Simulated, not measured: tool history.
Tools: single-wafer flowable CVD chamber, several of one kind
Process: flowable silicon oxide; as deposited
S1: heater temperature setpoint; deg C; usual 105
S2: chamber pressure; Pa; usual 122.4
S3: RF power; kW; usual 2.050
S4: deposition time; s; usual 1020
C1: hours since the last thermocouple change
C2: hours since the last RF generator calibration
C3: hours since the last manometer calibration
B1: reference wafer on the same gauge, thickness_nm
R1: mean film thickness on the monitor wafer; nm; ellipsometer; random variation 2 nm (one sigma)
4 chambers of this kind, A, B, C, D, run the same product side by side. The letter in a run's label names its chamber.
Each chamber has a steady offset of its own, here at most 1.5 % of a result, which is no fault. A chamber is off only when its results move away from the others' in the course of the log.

run   hour   S1     S2     S3    S4      C1      C2     C3      B1      R1
 1D    2.9  105  122.4  2.050  1020   803.9  2048.4  527.5  662.40  625.91
 2B    5.7  105  122.4  2.050  1020   259.6  1468.4  268.3  663.18  630.86
 3C   10.6  105  122.4  2.050  1020   154.5   785.7  631.8  663.08  617.66
 4A   13.3  105  122.4  2.050  1020   952.7  1067.5  783.1  662.70  622.88
 5C   16.3  105  122.4  2.050  1020   160.2   791.4  637.5  663.15  618.71
 6B   20.1  105  122.4  2.050  1020   274.0  1482.8  282.7  663.01  634.53
 7D   23.2  105  122.4  2.050  1020   824.2  2068.7  547.8  662.78  626.99
 8A   28.8  105  122.4  2.050  1020   968.2  1083.0  798.6  663.05  625.83
 9D   34.8  105  122.4  2.050  1020   835.8  2080.3  559.4  662.99  629.86
10C   40.5   94  122.4  1.730  1020   184.4   815.6  661.7  662.55  863.95
11A   43.7   94  122.4  1.730  1020   983.1  1097.9  813.5  662.41  861.06
12B   47.9   94  122.4  1.730  1020   301.8  1510.6  310.5  663.28  870.32
13D   50.7   94  122.4  1.730  1020   851.7  2096.2  575.3  663.59  872.25
14A   55.7  105  122.4  2.050  1020   995.1  1109.9  825.5  662.78  631.11
15C   59.7  105  122.4  2.050  1020   203.6   834.8  680.9  662.51  618.98
16B   65.7  105  122.4  2.050  1020   319.6  1528.4  328.3  662.56  630.09
17B   69.1  105  122.4  2.050  1020   323.0  1531.8  331.7  662.68  629.28
18D   74.5  115  122.4  2.050  1020   875.5  2120.0  599.1  663.43  452.11
19C   80.5  115  122.4  2.050  1020   224.4   855.6  701.7  663.18  451.49
20A   85.8  115  122.4  2.050  1020  1025.2  1140.0  855.6  663.01  464.61
21A   88.4  115  122.4  2.050  1020  1027.8  1142.6  858.2  662.51  461.54
22C   92.5  105  122.4  2.050  1020   236.4   867.6  713.7  663.08  621.70
23B   98.5  105  122.4  2.050  1020   352.4  1561.2  361.1  663.40  631.17
24D  103.7  105  113.1  2.210  1020   904.7  2149.2  628.3  662.63  576.39
25D  106.6  105  113.1  2.210  1020   907.6  2152.1  631.2  662.48  576.41
26C  110.9  105  113.1  2.210  1020   254.8   886.0  732.1  662.36  571.79
27A  114.3  105  113.1  2.210  1020  1053.7  1168.5  884.1  662.69  588.20
28B  117.0  105  122.4  2.050  1020   370.9  1579.7  379.6  662.97  626.95
29C  122.1  105  122.4  2.050  1020   266.0   897.2  743.3  662.62  622.86
30B  124.9  105  122.4  2.050  1020   378.8  1587.6  387.5  663.01  630.54
31A  129.5   92  122.4  2.050  1020  1068.9  1183.7  899.3  662.87  985.83

What goes on in this fleet: one chamber off, a drifting gauge, or nothing beyond the chambers' own small offsets? Name the chamber and the cause, if any.

Chamber A drifts away from the others.
Cause: true pressure above the setpoint (%) = 2.88.
The log may not tell that from: wafer temperature below the value expected at the setpoint (K).

Here are 4 candidates for chamber A's next run, each the usual settings with a change, their results left as question marks. Which one brings its results back in line with what the others give on the usual settings?
In line means no further than this from the other chambers' mean on the usual settings: R1 6.90 nm
32A-1  133.9  105  122.4  2.055  1030                   ?
32A-2  133.9  105  122.4  2.050  1010                   ?
32A-3  133.9  106  122.4  2.050  1020                   ?
32A-4  133.9  105  125.6  2.050  1020                   ?

The other chambers' mean on the usual settings: R1 626.16 nm
  run      R1
32A-1  653.39
32A-2  640.41
32A-3  625.89
32A-4  667.55
32A-3 brings the chamber back in line.
